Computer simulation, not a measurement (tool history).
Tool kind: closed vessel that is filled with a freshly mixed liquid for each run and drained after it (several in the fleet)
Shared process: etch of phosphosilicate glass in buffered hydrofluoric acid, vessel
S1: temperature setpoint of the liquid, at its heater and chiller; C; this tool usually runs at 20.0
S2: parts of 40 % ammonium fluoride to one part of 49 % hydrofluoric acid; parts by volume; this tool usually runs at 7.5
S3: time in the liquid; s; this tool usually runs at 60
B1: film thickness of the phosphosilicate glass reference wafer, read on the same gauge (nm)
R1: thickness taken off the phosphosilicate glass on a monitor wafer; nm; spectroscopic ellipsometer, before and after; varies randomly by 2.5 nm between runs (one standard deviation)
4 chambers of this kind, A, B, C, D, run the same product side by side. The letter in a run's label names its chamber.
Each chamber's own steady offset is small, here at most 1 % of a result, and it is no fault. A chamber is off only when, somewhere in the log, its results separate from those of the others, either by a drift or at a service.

{"run": "1A", "hour": 11.8, "S1": 20.0, "S2": 7.5, "S3": 60, "B1": 99.968, "R1": 353.68}
{"run": "2C", "hour": 20.7, "S1": 20.0, "S2": 7.5, "S3": 60, "B1": 100.01, "R1": 358.08}
{"run": "3D", "hour": 31.1, "S1": 20.0, "S2": 7.5, "S3": 60, "B1": 99.986, "R1": 357.21}
{"run": "4B", "hour": 43.0, "S1": 20.0, "S2": 7.5, "S3": 60, "B1": 99.987, "R1": 353.29}
{"run": "5D", "hour": 49.8, "S1": 20.0, "S2": 7.5, "S3": 60, "B1": 100.02, "R1": 351.1}
{"run": "6B", "hour": 64.2, "S1": 20.0, "S2": 7.5, "S3": 60, "B1": 99.987, "R1": 356.25}
{"run": "7C", "hour": 72.6, "S1": 20.0, "S2": 7.5, "S3": 60, "B1": 100.01, "R1": 357.64}
{"run": "8A", "hour": 83.0, "S1": 20.0, "S2": 7.5, "S3": 60, "B1": 100.02, "R1": 354.69}
{"run": "9A", "hour": 97.4, "S1": 20.0, "S2": 7.5, "S3": 60, "B1": 99.996, "R1": 357.02}
{"run": "10B", "hour": 104.7, "S1": 20.0, "S2": 7.5, "S3": 60, "B1": 99.951, "R1": 349.3}
{"hour": 111.1, "done": "chamber C: thermometer replaced"}
{"run": "11D", "hour": 112.9, "S1": 17.0, "S2": 5.0, "S3": 60, "B1": 100.02, "R1": 433.64}
{"run": "12C", "hour": 125.5, "S1": 17.0, "S2": 5.0, "S3": 60, "B1": 100.01, "R1": 438.11}
{"hour": 132.5, "done": "chamber B: thermometer replaced"}
{"run": "13C", "hour": 135.0, "S1": 17.0, "S2": 5.0, "S3": 60, "B1": 100.01, "R1": 425.45}
{"run": "14D", "hour": 149.2, "S1": 17.0, "S2": 5.0, "S3": 60, "B1": 100.01, "R1": 435.33}
{"run": "15B", "hour": 163.1, "S1": 20.0, "S2": 10.0, "S3": 60, "B1": 100.01, "R1": 274.91}
{"run": "16A", "hour": 174.3, "S1": 20.0, "S2": 10.0, "S3": 60, "B1": 100.01, "R1": 270.58}
{"run": "17C", "hour": 186.4, "S1": 20.0, "S2": 10.0, "S3": 60, "B1": 100.07, "R1": 278.48}
{"run": "18A", "hour": 198.4, "S1": 20.0, "S2": 10.0, "S3": 60, "B1": 100.0, "R1": 271.99}
{"run": "19D", "hour": 212.6, "S1": 20.0, "S2": 7.5, "S3": 60, "B1": 100.0, "R1": 349.26}
{"run": "20B", "hour": 225.4, "S1": 20.0, "S2": 7.5, "S3": 60, "B1": 100.01, "R1": 358.35}
{"run": "21C", "hour": 232.6, "S1": 20.0, "S2": 7.5, "S3": 60, "B1": 100.0, "R1": 359.65}
{"run": "22A", "hour": 241.0, "S1": 20.0, "S2": 7.5, "S3": 60, "B1": 99.994, "R1": 354.52}
{"run": "23B", "hour": 251.5, "S1": 20.0, "S2": 7.5, "S3": 60, "B1": 100.04, "R1": 348.49}
{"run": "24D", "hour": 260.9, "S1": 20.0, "S2": 7.5, "S3": 60, "B1": 100.02, "R1": 356.49}
{"run": "25C", "hour": 274.4, "S1": 20.0, "S2": 7.5, "S3": 60, "B1": 99.981, "R1": 355.97}
{"run": "26B", "hour": 284.7, "S1": 20.0, "S2": 7.5, "S3": 60, "B1": 100.04, "R1": 353.91}
{"run": "27A", "hour": 296.8, "S1": 20.0, "S2": 10.0, "S3": 45, "B1": 99.979, "R1": 202.43}
{"run": "28D", "hour": 303.9, "S1": 20.0, "S2": 10.0, "S3": 45, "B1": 100.02, "R1": 205.05}
{"run": "29C", "hour": 318.5, "S1": 20.0, "S2": 10.0, "S3": 45, "B1": 100.0, "R1": 204.99}
{"run": "30D", "hour": 326.2, "S1": 20.0, "S2": 10.0, "S3": 45, "B1": 100.01, "R1": 204.65}
{"run": "31A", "hour": 336.0, "S1": 20.0, "S2": 7.5, "S3": 60, "B1": 100.06, "R1": 356.06}
{"hour": 340.2, "done": "chamber B: hydrofluoric acid flow meter replaced"}
{"run": "32B", "hour": 342.5, "S1": 20.0, "S2": 7.5, "S3": 60, "B1": 100.02, "R1": 349.06}
{"run": "33B", "hour": 355.1, "S1": 20.0, "S2": 7.5, "S3": 60, "B1": 100.05, "R1": 353.12}
{"run": "34D", "hour": 369.2, "S1": 20.0, "S2": 7.5, "S3": 60, "B1": 99.977, "R1": 359.23}
{"run": "35C", "hour": 381.4, "S1": 20.0, "S2": 7.5, "S3": 60, "B1": 99.924, "R1": 354.27}
{"run": "36A", "hour": 392.3, "S1": 20.0, "S2": 8.5, "S3": 60, "B1": 99.984, "R1": 307.5}
{"run": "37A", "hour": 399.4, "S1": 20.0, "S2": 8.5, "S3": 60, "B1": 100.0, "R1": 308.56}
{"run": "38D", "hour": 407.9, "S1": 20.0, "S2": 8.5, "S3": 60, "B1": 99.995, "R1": 308.36}
{"run": "39B", "hour": 415.0, "S1": 20.0, "S2": 8.5, "S3": 60, "B1": 100.01, "R1": 305.5}
{"run": "40C", "hour": 426.8, "S1": 20.0, "S2": 6.0, "S3": 60, "B1": 99.988, "R1": 434.11}
{"run": "41B", "hour": 434.6, "S1": 20.0, "S2": 6.0, "S3": 60, "B1": 99.937, "R1": 432.72}
{"run": "42C", "hour": 448.5, "S1": 20.0, "S2": 6.0, "S3": 60, "B1": 99.972, "R1": 439.56}
{"run": "43A", "hour": 455.2, "S1": 20.0, "S2": 6.0, "S3": 60, "B1": 99.995, "R1": 438.08}
{"run": "44D", "hour": 469.1, "S1": 20.0, "S2": 7.5, "S3": 60, "B1": 100.01, "R1": 354.87}

Read the log: is a single chamber off, either drifting away or since a service, is the gauge that measures every chamber drifting, or is nothing wrong beyond small per-chamber offsets? Name any odd chamber and what most likely caused it.

No chamber stands off beyond its own small offset, and the gauge holds steady.

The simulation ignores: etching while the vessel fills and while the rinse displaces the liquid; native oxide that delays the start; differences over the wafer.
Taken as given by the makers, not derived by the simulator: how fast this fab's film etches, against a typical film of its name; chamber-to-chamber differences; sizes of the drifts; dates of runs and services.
